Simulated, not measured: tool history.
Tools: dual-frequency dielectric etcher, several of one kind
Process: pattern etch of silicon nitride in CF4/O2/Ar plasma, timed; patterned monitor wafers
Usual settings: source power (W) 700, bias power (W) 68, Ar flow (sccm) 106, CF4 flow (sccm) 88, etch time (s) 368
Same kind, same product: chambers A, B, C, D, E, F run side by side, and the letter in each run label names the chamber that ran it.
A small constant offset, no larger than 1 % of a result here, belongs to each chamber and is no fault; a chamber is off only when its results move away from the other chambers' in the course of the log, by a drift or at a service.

run,hour,source power (W),bias power (W),Ar flow (sccm),CF4 flow (sccm),etch time (s),"read-back reference wafer on the same gauge, depth_nm",mean etch depth across the wafer (angstrom)
1B,6.6,700,68,106,88,368,899.72,10238
2D,12.8,700,68,106,88,368,899.92,10205
3A,19.3,700,68,106,88,368,900.02,10257
4F,24.8,700,68,106,88,368,899.53,10327
5C,28.2,700,84,106,88,368,899.32,11237
6E,31.3,700,84,106,88,368,899.88,11231
7D,36.5,700,84,106,88,368,900.64,11218
8C,43,700,84,106,88,368,900.77,11174
9F,47.8,700,84,106,88,368,900.12,11233
10A,53.9,700,84,106,88,368,900.21,11171
11E,57.9,700,68,106,88,368,900.77,10358
12B,63.6,820,68,106,88,368,899.36,11841
13E,67.7,820,68,106,88,368,900.76,11840
14A,71.7,820,68,106,88,368,899.61,11805
15C,77,820,68,106,88,368,900.52,11836
16B,81,820,68,106,88,368,900.09,11812
# hour 83.1: chamber E: wet clean of the chamber
17F,86.1,820,68,106,88,368,899.81,11710
18D,92.3,700,68,106,88,368,901.05,10389
19A,95.4,700,68,106,88,368,900.25,10290
# hour 96: chamber C: wet clean of the chamber
# hour 97.1: chamber A: wet clean of the chamber
20B,100.1,700,68,106,88,368,899.42,10354
21F,106.4,700,68,106,88,368,899.42,10333
22C,111.9,700,68,106,88,368,900.04,10242
23D,116.3,700,68,106,88,368,900.37,10404
24E,121.1,700,68,106,88,368,899.84,10315
25A,124.9,700,68,106,88,368,900.43,10322
26D,128,700,68,106,88,368,900.6,10499
27F,134.6,700,68,106,88,368,899.37,10268
28E,137.5,700,68,106,88,368,900.37,10364
29B,140.9,700,68,106,88,368,900.32,10331
30C,145.6,700,68,106,88,368,900.91,10268
31A,152.1,700,68,106,88,368,900.69,10291
32E,156.3,700,68,106,88,368,899.47,10346
33F,161.6,880,68,106,88,445.5,900.48,15152
34B,167.6,880,68,106,88,445.5,899.94,15184
35D,174.2,880,68,106,88,445.5,899.34,15696
36C,177.4,880,68,106,88,445.5,899.85,15211
37E,180.5,880,68,106,88,445.5,899.16,15319
38D,184.3,880,68,106,88,445.5,900.59,15819

The same settings go to every chamber for the next run, one line per chamber below. Forecast the results for each:
39A,189.1,700,62,106,88,368,,?
39B,189.1,700,62,106,88,368,,?
39C,189.1,700,62,106,88,368,,?
39D,189.1,700,62,106,88,368,,?
39E,189.1,700,62,106,88,368,,?
39F,189.1,700,62,106,88,368,,?

run,mean etch depth across the wafer (angstrom)
39A,9964.9
39B,9963.5
39C,9891.9
39D,10283
39E,10067
39F,9900.4

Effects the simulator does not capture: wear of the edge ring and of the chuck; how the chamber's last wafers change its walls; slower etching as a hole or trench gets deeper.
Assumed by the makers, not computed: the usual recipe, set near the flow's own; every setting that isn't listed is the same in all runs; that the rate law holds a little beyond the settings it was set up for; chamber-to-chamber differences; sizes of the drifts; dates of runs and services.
